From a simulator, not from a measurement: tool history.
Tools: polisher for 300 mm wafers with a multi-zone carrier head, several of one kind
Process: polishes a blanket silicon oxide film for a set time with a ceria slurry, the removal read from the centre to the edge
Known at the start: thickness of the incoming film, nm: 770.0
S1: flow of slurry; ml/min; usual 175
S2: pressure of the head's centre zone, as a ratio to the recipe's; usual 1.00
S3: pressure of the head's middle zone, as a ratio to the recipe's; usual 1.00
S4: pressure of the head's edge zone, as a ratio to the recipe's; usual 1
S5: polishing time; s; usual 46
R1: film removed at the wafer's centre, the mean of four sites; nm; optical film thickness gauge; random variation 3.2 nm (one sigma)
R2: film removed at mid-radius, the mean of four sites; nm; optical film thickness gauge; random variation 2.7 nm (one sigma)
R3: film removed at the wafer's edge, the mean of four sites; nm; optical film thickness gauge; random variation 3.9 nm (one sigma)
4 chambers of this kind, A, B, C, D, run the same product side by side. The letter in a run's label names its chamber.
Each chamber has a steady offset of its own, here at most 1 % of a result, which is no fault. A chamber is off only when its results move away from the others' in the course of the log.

| run | hour | S1 | S2 | S3 | S4 | S5 | R1 | R2 | R3 |
|---|---|---|---|---|---|---|---|---|---|
| 1B | 4.4 | 175 | 1.00 | 1.00 | 1 | 46 | 268.34 | 273.92 | 273.20 |
|  | 6.3 | chamber B: worn pad replaced by a new one |
| 2A | 8.2 | 175 | 1.00 | 1.00 | 1 | 46 | 273.99 | 272.64 | 277.20 |
| 3C | 11.2 | 175 | 1.00 | 1.00 | 1 | 46 | 279.85 | 269.51 | 275.58 |
|  | 13.6 | chamber D: worn pad replaced by a new one |
| 4D | 14.1 | 175 | 1.00 | 1.00 | 1 | 46 | 269.21 | 270.80 | 274.66 |
| 5A | 17.3 | 175 | 1.00 | 1.00 | 1 | 46 | 272.43 | 271.07 | 272.23 |
| 6B | 19.9 | 175 | 1.00 | 1.00 | 1 | 46 | 268.55 | 267.60 | 269.99 |
| 7C | 23.1 | 175 | 1.00 | 1.00 | 1 | 46 | 277.77 | 271.76 | 272.05 |
|  | 23.2 | chamber A: centre zone pressure recalibrated |
|  | 24.2 | chamber C: worn pad replaced by a new one |
| 8D | 26.7 | 175 | 1.00 | 1.00 | 1 | 46 | 268.52 | 274.13 | 265.35 |
| 9D | 30.3 | 125 | 1.00 | 0.92 | 1 | 46 | 252.17 | 235.82 | 254.19 |
| 10B | 35.1 | 125 | 1.00 | 0.92 | 1 | 46 | 256.28 | 234.14 | 262.85 |
| 11A | 38.3 | 125 | 1.00 | 0.92 | 1 | 46 | 254.66 | 236.93 | 257.38 |
| 12C | 40.5 | 125 | 1.00 | 0.92 | 1 | 46 | 256.68 | 233.34 | 254.48 |
| 13A | 43.8 | 175 | 1.00 | 1.00 | 1 | 46 | 267.77 | 269.13 | 271.10 |
| 14B | 47.3 | 175 | 1.00 | 1.00 | 1 | 46 | 271.14 | 270.10 | 270.68 |
|  | 50.4 | chamber D: worn pad replaced by a new one |
| 15C | 52.2 | 175 | 1.00 | 1.00 | 1 | 46 | 271.39 | 270.70 | 266.46 |
| 16D | 55.9 | 175 | 1.00 | 1.00 | 1 | 46 | 269.25 | 275.90 | 272.12 |
|  | 56.3 | chamber B: worn pad replaced by a new one |
| 17D | 58.5 | 175 | 1.00 | 1.00 | 1 | 52 | 316.75 | 310.49 | 313.52 |
| 18A | 62.4 | 175 | 1.00 | 1.00 | 1 | 52 | 292.89 | 294.72 | 291.62 |
|  | 66.9 | chamber C: worn pad replaced by a new one |
| 19B | 67.0 | 175 | 1.00 | 1.00 | 1 | 52 | 307.77 | 301.85 | 309.44 |
| 20C | 69.2 | 175 | 1.00 | 1.00 | 1 | 52 | 306.47 | 303.72 | 307.76 |
| 21D | 72.1 | 175 | 1.00 | 1.00 | 1 | 46 | 270.56 | 271.35 | 276.38 |
| 22B | 75.9 | 175 | 1.00 | 1.00 | 1 | 46 | 264.28 | 269.46 | 267.34 |
| 23A | 80.6 | 175 | 1.00 | 1.00 | 1 | 46 | 254.16 | 248.55 | 250.57 |
| 24C | 82.9 | 210 | 0.91 | 1.00 | 1 | 46 | 259.99 | 280.04 | 277.56 |

All 4 chambers run these settings next. Forecast each chamber's results:
| 25A | 86.5 | 175 | 1.00 | 1.05 | 1 | 46 | ? | ? | ? |
| 25B | 86.5 | 175 | 1.00 | 1.05 | 1 | 46 | ? | ? | ? |
| 25C | 86.5 | 175 | 1.00 | 1.05 | 1 | 46 | ? | ? | ? |
| 25D | 86.5 | 175 | 1.00 | 1.05 | 1 | 46 | ? | ? | ? |

| run | R1 | R2 | R3 |
|---|---|---|---|
| 25A | 244.89 | 258.41 | 247.72 |
| 25B | 276.58 | 281.90 | 273.50 |
| 25C | 279.29 | 278.42 | 270.74 |
| 25D | 271.98 | 288.38 | 275.65 |

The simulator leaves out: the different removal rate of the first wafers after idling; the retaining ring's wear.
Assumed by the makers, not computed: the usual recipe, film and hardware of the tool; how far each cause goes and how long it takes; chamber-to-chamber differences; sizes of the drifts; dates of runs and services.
